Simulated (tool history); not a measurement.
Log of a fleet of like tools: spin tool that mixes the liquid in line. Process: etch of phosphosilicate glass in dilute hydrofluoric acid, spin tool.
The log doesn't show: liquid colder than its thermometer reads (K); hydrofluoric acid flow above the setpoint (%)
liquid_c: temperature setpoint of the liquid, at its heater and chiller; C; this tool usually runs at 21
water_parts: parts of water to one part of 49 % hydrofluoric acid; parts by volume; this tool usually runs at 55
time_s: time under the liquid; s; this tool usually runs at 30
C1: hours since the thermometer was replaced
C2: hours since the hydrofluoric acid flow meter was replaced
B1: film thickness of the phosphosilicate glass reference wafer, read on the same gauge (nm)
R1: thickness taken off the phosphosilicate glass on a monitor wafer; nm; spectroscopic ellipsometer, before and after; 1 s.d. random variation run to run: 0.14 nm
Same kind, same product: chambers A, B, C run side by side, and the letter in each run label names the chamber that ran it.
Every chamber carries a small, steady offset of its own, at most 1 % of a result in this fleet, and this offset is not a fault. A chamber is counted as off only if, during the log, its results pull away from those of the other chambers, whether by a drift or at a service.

{"run": "1C", "hour": 6.3, "liquid_c": 21, "water_parts": 55, "time_s": 30, "C1": 46.5, "C2": 380.2, "B1": 100.01, "R1": 30.452}
{"run": "2A", "hour": 11.1, "liquid_c": 21, "water_parts": 55, "time_s": 30, "C1": 140.5, "C2": 1990.9, "B1": 99.994, "R1": 30.962}
{"run": "3B", "hour": 21.6, "liquid_c": 21, "water_parts": 55, "time_s": 30, "C1": 424.0, "C2": 293.0, "B1": 99.993, "R1": 30.831}
{"run": "4B", "hour": 29.9, "liquid_c": 21, "water_parts": 55, "time_s": 30, "C1": 432.3, "C2": 301.3, "B1": 99.975, "R1": 30.668}
{"run": "5C", "hour": 37.3, "liquid_c": 21, "water_parts": 55, "time_s": 30, "C1": 77.5, "C2": 411.2, "B1": 100.02, "R1": 30.384}
{"run": "6A", "hour": 43.5, "liquid_c": 21, "water_parts": 55, "time_s": 30, "C1": 172.9, "C2": 2023.3, "B1": 100.01, "R1": 30.7}
{"run": "7C", "hour": 51.3, "liquid_c": 21, "water_parts": 55, "time_s": 30, "C1": 91.5, "C2": 425.2, "B1": 99.993, "R1": 30.476}
{"run": "8B", "hour": 57.9, "liquid_c": 21, "water_parts": 55, "time_s": 30, "C1": 460.3, "C2": 329.3, "B1": 99.963, "R1": 31.166}
{"run": "9A", "hour": 66.5, "liquid_c": 21, "water_parts": 55, "time_s": 30, "C1": 195.9, "C2": 2046.3, "B1": 99.965, "R1": 30.932}
{"run": "10C", "hour": 71.8, "liquid_c": 21, "water_parts": 55, "time_s": 30, "C1": 112.0, "C2": 445.7, "B1": 99.996, "R1": 30.606}
{"run": "11A", "hour": 80.8, "liquid_c": 21, "water_parts": 55, "time_s": 30, "C1": 210.2, "C2": 2060.6, "B1": 99.979, "R1": 30.885}
{"run": "12B", "hour": 88.1, "liquid_c": 21, "water_parts": 55, "time_s": 30, "C1": 490.5, "C2": 359.5, "B1": 99.971, "R1": 30.863}
{"run": "13A", "hour": 96.8, "liquid_c": 21, "water_parts": 55, "time_s": 30, "C1": 226.2, "C2": 2076.6, "B1": 99.973, "R1": 30.891}
{"hour": 104.9, "done": "chamber A: hydrofluoric acid flow meter replaced"}
{"run": "14B", "hour": 107.6, "liquid_c": 21, "water_parts": 55, "time_s": 30, "C1": 510.0, "C2": 379.0, "B1": 100.02, "R1": 31.445}
{"run": "15C", "hour": 117.1, "liquid_c": 21, "water_parts": 55, "time_s": 30, "C1": 157.3, "C2": 491.0, "B1": 100.0, "R1": 30.728}
{"run": "16B", "hour": 123.3, "liquid_c": 21, "water_parts": 55, "time_s": 30, "C1": 525.7, "C2": 394.7, "B1": 99.998, "R1": 31.418}
{"run": "17A", "hour": 129.4, "liquid_c": 21, "water_parts": 55, "time_s": 30, "C1": 258.8, "C2": 24.5, "B1": 100.04, "R1": 30.733}
{"run": "18C", "hour": 139.8, "liquid_c": 21, "water_parts": 55, "time_s": 30, "C1": 180.0, "C2": 513.7, "B1": 100.01, "R1": 30.682}
{"run": "19A", "hour": 149.4, "liquid_c": 21, "water_parts": 55, "time_s": 30, "C1": 278.8, "C2": 44.5, "B1": 99.994, "R1": 30.816}
{"run": "20B", "hour": 159.4, "liquid_c": 21, "water_parts": 55, "time_s": 30, "C1": 561.8, "C2": 430.8, "B1": 99.982, "R1": 31.522}
{"run": "21C", "hour": 164.1, "liquid_c": 17, "water_parts": 55, "time_s": 30, "C1": 204.3, "C2": 538.0, "B1": 99.983, "R1": 25.656}
{"run": "22C", "hour": 170.1, "liquid_c": 17, "water_parts": 55, "time_s": 30, "C1": 210.3, "C2": 544.0, "B1": 100.01, "R1": 25.569}
{"run": "23A", "hour": 179.0, "liquid_c": 17, "water_parts": 55, "time_s": 30, "C1": 308.4, "C2": 74.1, "B1": 100.02, "R1": 25.93}
{"run": "24B", "hour": 189.6, "liquid_c": 21, "water_parts": 55, "time_s": 30, "C1": 592.0, "C2": 461.0, "B1": 99.994, "R1": 31.837}
{"run": "25A", "hour": 195.6, "liquid_c": 21, "water_parts": 55, "time_s": 30, "C1": 325.0, "C2": 90.7, "B1": 100.01, "R1": 30.581}
{"run": "26C", "hour": 205.6, "liquid_c": 21, "water_parts": 75, "time_s": 25, "C1": 245.8, "C2": 579.5, "B1": 100.01, "R1": 18.356}
{"run": "27B", "hour": 212.0, "liquid_c": 21, "water_parts": 75, "time_s": 25, "C1": 614.4, "C2": 483.4, "B1": 99.965, "R1": 18.987}
{"run": "28B", "hour": 217.3, "liquid_c": 21, "water_parts": 75, "time_s": 25, "C1": 619.7, "C2": 488.7, "B1": 100.01, "R1": 19.084}
{"run": "29A", "hour": 224.3, "liquid_c": 21, "water_parts": 55, "time_s": 30, "C1": 353.7, "C2": 119.4, "B1": 99.998, "R1": 30.688}

The same settings go to every chamber for the next run, one line per chamber below. Forecast the results for each:
{"run": "30A", "hour": 232.1, "liquid_c": 21, "water_parts": 55, "time_s": 30, "R1": "?"}
{"run": "30B", "hour": 232.1, "liquid_c": 21, "water_parts": 55, "time_s": 30, "R1": "?"}
{"run": "30C", "hour": 232.1, "liquid_c": 21, "water_parts": 55, "time_s": 30, "R1": "?"}

run=30A R1=30.840
run=30B R1=32.056
run=30C R1=30.437
